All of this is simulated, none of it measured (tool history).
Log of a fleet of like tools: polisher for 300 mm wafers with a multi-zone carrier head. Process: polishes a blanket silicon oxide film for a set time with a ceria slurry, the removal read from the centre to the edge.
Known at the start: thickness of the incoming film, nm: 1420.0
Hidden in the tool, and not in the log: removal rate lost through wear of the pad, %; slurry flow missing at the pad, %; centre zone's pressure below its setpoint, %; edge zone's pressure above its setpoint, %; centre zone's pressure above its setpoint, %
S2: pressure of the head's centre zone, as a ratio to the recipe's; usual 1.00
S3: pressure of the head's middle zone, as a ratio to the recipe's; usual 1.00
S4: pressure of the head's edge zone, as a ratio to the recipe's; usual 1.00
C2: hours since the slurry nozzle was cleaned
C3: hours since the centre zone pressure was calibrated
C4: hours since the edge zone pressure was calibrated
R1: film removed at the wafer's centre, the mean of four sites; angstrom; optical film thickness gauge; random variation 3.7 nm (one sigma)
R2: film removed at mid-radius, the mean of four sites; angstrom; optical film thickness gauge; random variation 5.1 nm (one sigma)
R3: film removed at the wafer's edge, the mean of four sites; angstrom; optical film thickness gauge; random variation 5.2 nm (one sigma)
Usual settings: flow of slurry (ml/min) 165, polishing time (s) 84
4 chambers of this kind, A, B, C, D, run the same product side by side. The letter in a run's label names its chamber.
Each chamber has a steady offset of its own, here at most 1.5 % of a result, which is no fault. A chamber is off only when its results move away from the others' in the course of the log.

{"day": 0.125, "done": "chamber C: worn pad replaced by a new one"}
{"day": 0.158, "done": "chamber B: worn pad replaced by a new one"}
{"day": 0.175, "done": "chamber A: centre zone pressure recalibrated"}
{"run": "1C", "day": 0.196, "flow of slurry (ml/min)": 165, "S2": 1.0, "S3": 1.0, "S4": 1.0, "polishing time (s)": 84, "wafers polished on this pad": 21, "C2": 324.6, "C3": 196.8, "C4": 36.6, "R1": 4599.6, "R2": 4476.5, "R3": 4482.2}
{"run": "2A", "day": 0.529, "flow of slurry (ml/min)": 165, "S2": 1.0, "S3": 1.0, "S4": 1.0, "polishing time (s)": 84, "wafers polished on this pad": 968, "C2": 200.0, "C3": 8.5, "C4": 854.6, "R1": 4486.2, "R2": 4541.0, "R3": 4404.5}
{"day": 0.538, "done": "chamber A: worn pad replaced by a new one"}
{"run": "3B", "day": 0.842, "flow of slurry (ml/min)": 165, "S2": 1.0, "S3": 1.0, "S4": 1.0, "polishing time (s)": 84, "wafers polished on this pad": 207, "C2": 23.7, "C3": 411.8, "C4": 493.7, "R1": 4495.1, "R2": 4491.1, "R3": 4591.8}
{"run": "4D", "day": 1.083, "flow of slurry (ml/min)": 165, "S2": 1.0, "S3": 1.0, "S4": 1.0, "polishing time (s)": 84, "wafers polished on this pad": 547, "C2": 261.7, "C3": 72.3, "C4": 63.8, "R1": 4485.0, "R2": 4474.4, "R3": 4531.8}
{"run": "5A", "day": 1.421, "flow of slurry (ml/min)": 165, "S2": 1.0, "S3": 1.0, "S4": 1.0, "polishing time (s)": 84, "wafers polished on this pad": 266, "C2": 221.4, "C3": 29.9, "C4": 876.0, "R1": 4591.1, "R2": 4473.8, "R3": 4479.4}
{"day": 1.475, "done": "chamber D: worn pad replaced by a new one"}
{"run": "6B", "day": 1.758, "flow of slurry (ml/min)": 165, "S2": 1.0, "S3": 1.0, "S4": 0.94, "polishing time (s)": 57, "wafers polished on this pad": 484, "C2": 45.7, "C3": 433.8, "C4": 515.7, "R1": 3025.7, "R2": 3111.7, "R3": 2991.0}
{"run": "7D", "day": 1.975, "flow of slurry (ml/min)": 165, "S2": 1.0, "S3": 1.0, "S4": 0.94, "polishing time (s)": 57, "wafers polished on this pad": 151, "C2": 283.1, "C3": 93.7, "C4": 85.2, "R1": 3045.4, "R2": 3007.3, "R3": 2945.9}
{"day": 1.983, "done": "chamber D: slurry nozzle cleaned"}
{"run": "8C", "day": 2.15, "flow of slurry (ml/min)": 165, "S2": 1.0, "S3": 1.0, "S4": 0.94, "polishing time (s)": 57, "wafers polished on this pad": 612, "C2": 371.5, "C3": 243.7, "C4": 83.5, "R1": 3086.3, "R2": 3036.9, "R3": 3036.5}
{"day": 2.208, "done": "chamber B: centre zone pressure recalibrated"}
{"run": "9D", "day": 2.417, "flow of slurry (ml/min)": 165, "S2": 1.0, "S3": 1.0, "S4": 0.94, "polishing time (s)": 57, "wafers polished on this pad": 285, "C2": 10.4, "C3": 104.3, "C4": 95.8, "R1": 3004.9, "R2": 3059.8, "R3": 2943.5}
{"run": "10B", "day": 2.6, "flow of slurry (ml/min)": 165, "S2": 1.0, "S3": 1.0, "S4": 1.0, "polishing time (s)": 84, "wafers polished on this pad": 739, "C2": 65.9, "C3": 9.5, "C4": 535.9, "R1": 4274.4, "R2": 4382.7, "R3": 4480.8}
{"run": "11C", "day": 2.812, "flow of slurry (ml/min)": 165, "S2": 1.0, "S3": 1.0, "S4": 1.0, "polishing time (s)": 84, "wafers polished on this pad": 812, "C2": 387.4, "C3": 259.6, "C4": 99.4, "R1": 4633.2, "R2": 4462.6, "R3": 4521.7}
{"run": "12A", "day": 3.017, "flow of slurry (ml/min)": 165, "S2": 1.0, "S3": 1.0, "S4": 1.0, "polishing time (s)": 84, "wafers polished on this pad": 749, "C2": 259.7, "C3": 68.2, "C4": 914.3, "R1": 4487.5, "R2": 4492.8, "R3": 4440.4}
{"day": 3.292, "done": "chamber D: worn pad replaced by a new one"}
{"run": "13D", "day": 3.354, "flow of slurry (ml/min)": 165, "S2": 1.0, "S3": 1.0, "S4": 1.0, "polishing time (s)": 84, "wafers polished on this pad": 19, "C2": 32.9, "C3": 126.8, "C4": 118.3, "R1": 4525.8, "R2": 4481.0, "R3": 4506.8}
{"run": "14A", "day": 3.562, "flow of slurry (ml/min)": 165, "S2": 1.0, "S3": 1.0, "S4": 1.0, "polishing time (s)": 84, "wafers polished on this pad": 914, "C2": 272.8, "C3": 81.3, "C4": 927.4, "R1": 4568.2, "R2": 4470.1, "R3": 4539.5}
{"run": "15C", "day": 3.779, "flow of slurry (ml/min)": 165, "S2": 0.89, "S3": 1.0, "S4": 1.0, "polishing time (s)": 84, "wafers polished on this pad": 1104, "C2": 410.6, "C3": 282.8, "C4": 122.6, "R1": 4069.4, "R2": 4415.1, "R3": 4513.6}
{"day": 3.979, "done": "chamber A: worn pad replaced by a new one"}
{"day": 4.008, "done": "chamber B: worn pad replaced by a new one"}
{"day": 4.008, "done": "chamber C: worn pad replaced by a new one"}
{"run": "16B", "day": 4.121, "flow of slurry (ml/min)": 165, "S2": 0.89, "S3": 1.0, "S4": 1.0, "polishing time (s)": 84, "wafers polished on this pad": 34, "C2": 102.4, "C3": 46.0, "C4": 572.4, "R1": 3828.3, "R2": 4506.6, "R3": 4604.3}
{"run": "17A", "day": 4.312, "flow of slurry (ml/min)": 165, "S2": 0.89, "S3": 1.0, "S4": 1.0, "polishing time (s)": 84, "wafers polished on this pad": 101, "C2": 290.8, "C3": 99.3, "C4": 945.4, "R1": 4011.9, "R2": 4561.7, "R3": 4448.2}
{"run": "18D", "day": 4.55, "flow of slurry (ml/min)": 165, "S2": 0.89, "S3": 1.0, "S4": 1.0, "polishing time (s)": 84, "wafers polished on this pad": 381, "C2": 61.6, "C3": 155.5, "C4": 147.0, "R1": 3976.7, "R2": 4413.0, "R3": 4559.2}
{"run": "19B", "day": 4.792, "flow of slurry (ml/min)": 165, "S2": 1.0, "S3": 1.0, "S4": 1.0, "polishing time (s)": 84, "wafers polished on this pad": 237, "C2": 118.5, "C3": 62.1, "C4": 588.5, "R1": 4327.9, "R2": 4471.1, "R3": 4525.4}
{"run": "20C", "day": 5.058, "flow of slurry (ml/min)": 165, "S2": 1.0, "S3": 1.0, "S4": 1.0, "polishing time (s)": 84, "wafers polished on this pad": 318, "C2": 441.3, "C3": 313.5, "C4": 153.3, "R1": 4587.8, "R2": 4563.3, "R3": 4592.0}
{"day": 5.25, "done": "chamber D: worn pad replaced by a new one"}
{"day": 5.283, "done": "chamber A: slurry nozzle cleaned"}
{"run": "21C", "day": 5.333, "flow of slurry (ml/min)": 165, "S2": 1.0, "S3": 0.93, "S4": 1.0, "polishing time (s)": 84, "wafers polished on this pad": 401, "C2": 447.9, "C3": 320.1, "C4": 159.9, "R1": 4557.6, "R2": 4244.8, "R3": 4493.0}
{"run": "22A", "day": 5.583, "flow of slurry (ml/min)": 165, "S2": 1.0, "S3": 0.93, "S4": 1.0, "polishing time (s)": 84, "wafers polished on this pad": 485, "C2": 7.3, "C3": 129.8, "C4": 975.9, "R1": 4537.9, "R2": 4185.6, "R3": 4534.6}
{"run": "23B", "day": 5.75, "flow of slurry (ml/min)": 165, "S2": 1.0, "S3": 0.93, "S4": 1.0, "polishing time (s)": 84, "wafers polished on this pad": 527, "C2": 141.5, "C3": 85.1, "C4": 611.5, "R1": 4352.0, "R2": 4180.9, "R3": 4564.8}
{"run": "24D", "day": 5.917, "flow of slurry (ml/min)": 165, "S2": 1.0, "S3": 0.93, "S4": 1.0, "polishing time (s)": 84, "wafers polished on this pad": 202, "C2": 94.4, "C3": 188.3, "C4": 179.8, "R1": 4524.7, "R2": 4156.4, "R3": 4462.5}

All 4 chambers run these settings next. Forecast each chamber's results:
{"run": "25A", "day": 6.162, "flow of slurry (ml/min)": 165, "S2": 1.0, "S3": 1.0, "S4": 1.06, "polishing time (s)": 84, "R1": "?", "R2": "?", "R3": "?"}
{"run": "25B", "day": 6.162, "flow of slurry (ml/min)": 165, "S2": 1.0, "S3": 1.0, "S4": 1.06, "polishing time (s)": 84, "R1": "?", "R2": "?", "R3": "?"}
{"run": "25C", "day": 6.162, "flow of slurry (ml/min)": 165, "S2": 1.0, "S3": 1.0, "S4": 1.06, "polishing time (s)": 84, "R1": "?", "R2": "?", "R3": "?"}
{"run": "25D", "day": 6.162, "flow of slurry (ml/min)": 165, "S2": 1.0, "S3": 1.0, "S4": 1.06, "polishing time (s)": 84, "R1": "?", "R2": "?", "R3": "?"}

run=25A R1=4603.1 R2=4484.8 R3=4654.1
run=25B R1=4314.7 R2=4542.1 R3=4675.3
run=25C R1=4619.2 R2=4599.2 R3=4672.9
run=25D R1=4534.2 R2=4404.0 R3=4738.0

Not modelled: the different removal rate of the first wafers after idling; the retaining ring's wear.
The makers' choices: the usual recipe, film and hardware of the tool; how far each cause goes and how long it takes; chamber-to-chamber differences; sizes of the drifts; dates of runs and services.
